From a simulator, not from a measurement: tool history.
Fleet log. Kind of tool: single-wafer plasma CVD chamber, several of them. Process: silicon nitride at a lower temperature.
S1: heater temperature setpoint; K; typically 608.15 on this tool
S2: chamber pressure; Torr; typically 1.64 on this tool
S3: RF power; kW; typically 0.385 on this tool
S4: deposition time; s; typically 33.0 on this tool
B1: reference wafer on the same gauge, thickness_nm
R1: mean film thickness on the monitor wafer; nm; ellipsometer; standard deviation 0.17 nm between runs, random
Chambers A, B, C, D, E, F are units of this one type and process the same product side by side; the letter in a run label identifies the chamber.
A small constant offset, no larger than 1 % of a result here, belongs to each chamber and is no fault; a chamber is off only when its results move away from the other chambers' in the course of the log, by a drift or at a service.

{"run": "1B", "hour": 7.8, "S1": 608.15, "S2": 1.64, "S3": 0.385, "S4": 33.0, "B1": 40.428, "R1": 46.357}
{"run": "2E", "hour": 13.1, "S1": 608.15, "S2": 1.64, "S3": 0.385, "S4": 33.0, "B1": 40.407, "R1": 45.907}
{"run": "3A", "hour": 21.0, "S1": 608.15, "S2": 1.64, "S3": 0.385, "S4": 33.0, "B1": 40.402, "R1": 45.96}
{"run": "4F", "hour": 27.7, "S1": 608.15, "S2": 1.64, "S3": 0.385, "S4": 33.0, "B1": 40.388, "R1": 45.959}
{"run": "5D", "hour": 31.4, "S1": 608.15, "S2": 1.64, "S3": 0.385, "S4": 33.0, "B1": 40.408, "R1": 46.625}
{"run": "6C", "hour": 38.2, "S1": 608.15, "S2": 1.64, "S3": 0.385, "S4": 33.0, "B1": 40.424, "R1": 45.579}
{"run": "7C", "hour": 46.2, "S1": 608.15, "S2": 1.64, "S3": 0.385, "S4": 33.0, "B1": 40.413, "R1": 45.698}
{"run": "8A", "hour": 50.3, "S1": 608.15, "S2": 1.64, "S3": 0.385, "S4": 33.0, "B1": 40.397, "R1": 45.953}
{"run": "9D", "hour": 56.7, "S1": 616.15, "S2": 1.64, "S3": 0.385, "S4": 36.3, "B1": 40.412, "R1": 50.736}
{"run": "10B", "hour": 61.5, "S1": 616.15, "S2": 1.64, "S3": 0.385, "S4": 36.3, "B1": 40.384, "R1": 50.812}
{"run": "11F", "hour": 67.6, "S1": 616.15, "S2": 1.64, "S3": 0.385, "S4": 36.3, "B1": 40.384, "R1": 50.955}
{"run": "12E", "hour": 74.1, "S1": 616.15, "S2": 1.64, "S3": 0.385, "S4": 36.3, "B1": 40.444, "R1": 50.457}
{"run": "13C", "hour": 81.6, "S1": 616.15, "S2": 1.64, "S3": 0.385, "S4": 36.3, "B1": 40.414, "R1": 49.944}
{"run": "14E", "hour": 85.8, "S1": 616.15, "S2": 1.64, "S3": 0.385, "S4": 36.3, "B1": 40.404, "R1": 50.391}
{"run": "15F", "hour": 93.3, "S1": 608.15, "S2": 1.39, "S3": 0.385, "S4": 36.0, "B1": 40.396, "R1": 48.051}
{"run": "16D", "hour": 100.5, "S1": 608.15, "S2": 1.39, "S3": 0.385, "S4": 36.0, "B1": 40.399, "R1": 48.243}
{"run": "17A", "hour": 107.0, "S1": 608.15, "S2": 1.39, "S3": 0.385, "S4": 36.0, "B1": 40.401, "R1": 48.002}
{"run": "18B", "hour": 114.9, "S1": 608.15, "S2": 1.39, "S3": 0.385, "S4": 36.0, "B1": 40.401, "R1": 48.315}
{"run": "19A", "hour": 122.2, "S1": 608.15, "S2": 1.39, "S3": 0.385, "S4": 36.0, "B1": 40.38, "R1": 47.824}
{"run": "20E", "hour": 128.0, "S1": 608.15, "S2": 1.39, "S3": 0.385, "S4": 36.0, "B1": 40.419, "R1": 47.729}
{"run": "21B", "hour": 132.3, "S1": 608.15, "S2": 1.64, "S3": 0.44, "S4": 33.0, "B1": 40.397, "R1": 50.277}
{"hour": 132.5, "done": "chamber D: thermocouple changed; heater temperature recalibrated"}
{"run": "22D", "hour": 137.1, "S1": 608.15, "S2": 1.64, "S3": 0.44, "S4": 33.0, "B1": 40.388, "R1": 49.985}
{"run": "23F", "hour": 142.9, "S1": 608.15, "S2": 1.64, "S3": 0.44, "S4": 33.0, "B1": 40.359, "R1": 50.411}
{"hour": 143.1, "done": "chamber D: RF generator calibrated"}
{"run": "24C", "hour": 147.7, "S1": 608.15, "S2": 1.64, "S3": 0.44, "S4": 33.0, "B1": 40.414, "R1": 49.631}
{"run": "25E", "hour": 154.8, "S1": 608.15, "S2": 1.64, "S3": 0.44, "S4": 33.0, "B1": 40.365, "R1": 50.308}
{"hour": 159.9, "done": "chamber C: capacitance manometer re-zeroed and calibrated"}
{"run": "26B", "hour": 161.8, "S1": 608.15, "S2": 1.64, "S3": 0.44, "S4": 33.0, "B1": 40.413, "R1": 50.165}
{"run": "27C", "hour": 165.6, "S1": 608.15, "S2": 1.64, "S3": 0.385, "S4": 33.0, "B1": 40.441, "R1": 45.692}
{"run": "28F", "hour": 169.8, "S1": 608.15, "S2": 1.64, "S3": 0.385, "S4": 33.0, "B1": 40.378, "R1": 46.467}
{"run": "29D", "hour": 175.7, "S1": 608.15, "S2": 1.43, "S3": 0.385, "S4": 33.0, "B1": 40.414, "R1": 44.743}
{"run": "30A", "hour": 182.7, "S1": 608.15, "S2": 1.43, "S3": 0.385, "S4": 33.0, "B1": 40.392, "R1": 44.103}
{"run": "31F", "hour": 187.0, "S1": 608.15, "S2": 1.43, "S3": 0.385, "S4": 33.0, "B1": 40.435, "R1": 44.544}
{"run": "32C", "hour": 194.6, "S1": 608.15, "S2": 1.43, "S3": 0.385, "S4": 33.0, "B1": 40.377, "R1": 43.791}
{"run": "33A", "hour": 202.7, "S1": 608.15, "S2": 1.43, "S3": 0.385, "S4": 33.0, "B1": 40.411, "R1": 44.229}
{"run": "34D", "hour": 207.3, "S1": 608.15, "S2": 1.43, "S3": 0.385, "S4": 33.0, "B1": 40.423, "R1": 44.294}
{"run": "35E", "hour": 211.2, "S1": 608.15, "S2": 1.64, "S3": 0.385, "S4": 33.0, "B1": 40.409, "R1": 46.221}
{"run": "36B", "hour": 217.3, "S1": 608.15, "S2": 1.64, "S3": 0.385, "S4": 33.0, "B1": 40.398, "R1": 46.336}
{"run": "37E", "hour": 225.2, "S1": 608.15, "S2": 1.64, "S3": 0.385, "S4": 33.0, "B1": 40.38, "R1": 46.33}
{"run": "38F", "hour": 232.3, "S1": 608.15, "S2": 1.64, "S3": 0.385, "S4": 33.0, "B1": 40.421, "R1": 46.276}
{"run": "39A", "hour": 240.3, "S1": 608.15, "S2": 1.64, "S3": 0.385, "S4": 33.0, "B1": 40.379, "R1": 46.037}
{"run": "40C", "hour": 244.6, "S1": 608.15, "S2": 1.64, "S3": 0.385, "S4": 33.0, "B1": 40.428, "R1": 45.931}
{"run": "41D", "hour": 249.1, "S1": 599.15, "S2": 1.64, "S3": 0.385, "S4": 28.3, "B1": 40.344, "R1": 39.704}

Is one chamber off against the others, does the gauge drift, or is nothing wrong? If a chamber is off, say which, and what the likeliest cause is.

Neither any chamber nor the gauge drifts; the chambers differ only by their own small, steady offsets.
